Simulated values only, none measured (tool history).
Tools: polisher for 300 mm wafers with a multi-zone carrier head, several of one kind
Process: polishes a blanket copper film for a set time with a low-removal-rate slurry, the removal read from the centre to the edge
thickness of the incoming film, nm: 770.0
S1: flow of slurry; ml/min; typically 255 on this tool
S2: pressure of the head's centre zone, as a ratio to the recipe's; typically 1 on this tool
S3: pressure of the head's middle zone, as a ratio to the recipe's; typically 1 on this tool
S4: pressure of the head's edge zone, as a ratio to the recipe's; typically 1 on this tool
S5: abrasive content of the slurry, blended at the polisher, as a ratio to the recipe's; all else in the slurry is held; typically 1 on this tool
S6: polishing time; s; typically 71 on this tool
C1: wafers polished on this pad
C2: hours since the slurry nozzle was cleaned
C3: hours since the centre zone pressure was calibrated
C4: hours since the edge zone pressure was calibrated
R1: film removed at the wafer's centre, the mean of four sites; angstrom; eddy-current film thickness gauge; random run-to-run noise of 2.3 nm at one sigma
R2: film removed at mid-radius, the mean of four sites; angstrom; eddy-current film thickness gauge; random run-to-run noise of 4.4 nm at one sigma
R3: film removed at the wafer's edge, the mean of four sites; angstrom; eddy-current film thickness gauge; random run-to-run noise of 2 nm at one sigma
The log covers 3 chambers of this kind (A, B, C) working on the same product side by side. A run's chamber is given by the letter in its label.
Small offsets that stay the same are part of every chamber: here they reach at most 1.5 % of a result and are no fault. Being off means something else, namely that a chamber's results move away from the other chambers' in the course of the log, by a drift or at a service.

run	hour	S1	S2	S3	S4	S5	S6	C1	C2	C3	C4	R1	R2	R3
1B	5.8	255	1	1	1	1	71	691	355.9	261.6	365.8	3092.6	3113.4	3061
2A	17.1	255	1	1	1	1	71	725	185	1019.5	64.4	3094.8	3113.9	3076.9
3C	27.3	255	1	1	1	1	71	426	35.1	528.9	157.1	3027.5	3015.9	3114.7
4A	36.7	255	1	1	1	1	71	870	204.6	1039.1	84	3032.5	3053	3074.4
5C	46.6	255	1	1	1	1	71	570	54.4	548.2	176.4	3067.2	3080.4	3080.9
# hour 51.8: chamber A: worn pad replaced by a new one
6B	52.9	255	1	1	1	1	71	1041	403	308.7	412.9	3173.1	3066.6	3097.2
7A	58.8	255	1	1	1	1	71	52	226.7	1061.2	106.1	3011.6	3035.8	3050.1
8C	64.5	255	1	1	1	1	71	703	72.3	566.1	194.3	3069.8	3100.7	3101.7
9B	71.3	255	1	1	1	1	71	1178	421.4	327.1	431.3	3096	3084	3100.8
10B	82.4	255	1	1	1	1	71	1260	432.5	338.2	442.4	3077.3	3142.3	3069.1
11C	93.8	255	1	1	1	1	71	920	101.6	595.4	223.6	3080.1	3008.4	3109.7
12A	99.7	255	1	1	1	1	71	356	267.6	1102.1	147	2998.6	2969.8	3013.8
13C	105	255	1	1	1	1	71	1004	112.8	606.6	234.8	3069.2	3020.6	3109.4
# hour 108.1: chamber B: worn pad replaced by a new one
14A	114.3	255	0.9	1	1	0.8	71	464	282.2	1116.7	161.6	2536.1	2830.9	2881.6
15B	122.7	255	0.9	1	1	0.8	71	109	472.8	378.5	482.7	2641.6	2926.6	3011.1
16C	133.6	255	0.9	1	1	0.8	71	1216	141.4	635.2	263.4	2587.1	2967.7	2958.8
17A	139.3	255	1	1	1	1	71	650	307.2	1141.7	186.6	2968	2901.6	2988.6
18B	150.8	255	1	1	1	1	71	317	500.9	406.6	510.8	3135.2	3095.4	3093.2
19A	155.9	255	1	1	1	1	71	773	323.8	1158.3	203.2	2930	3008.4	2999.2
20C	161.8	255	0.89	1	1	1	71	1426	169.6	663.4	291.6	2735.5	3054.7	3114.2
21B	173.2	255	0.89	1	1	1	71	484	523.3	429	533.2	2753.6	3133.9	3105.4
22A	180.4	255	0.89	1	1	1	71	955	348.3	1182.8	227.7	2529.6	2957.6	2942.8

The same settings go to every chamber for the next run, one line per chamber below. Forecast the results for each:
23A	188.8	255	1	0.95	1	1	71					?	?	?
23B	188.8	255	1	0.95	1	1	71					?	?	?
23C	188.8	255	1	0.95	1	1	71					?	?	?

run	R1	R2	R3
23A	2866.2	2773.9	2969.1
23B	3131.9	3000.6	3100
23C	3123.4	2914.3	3112.7
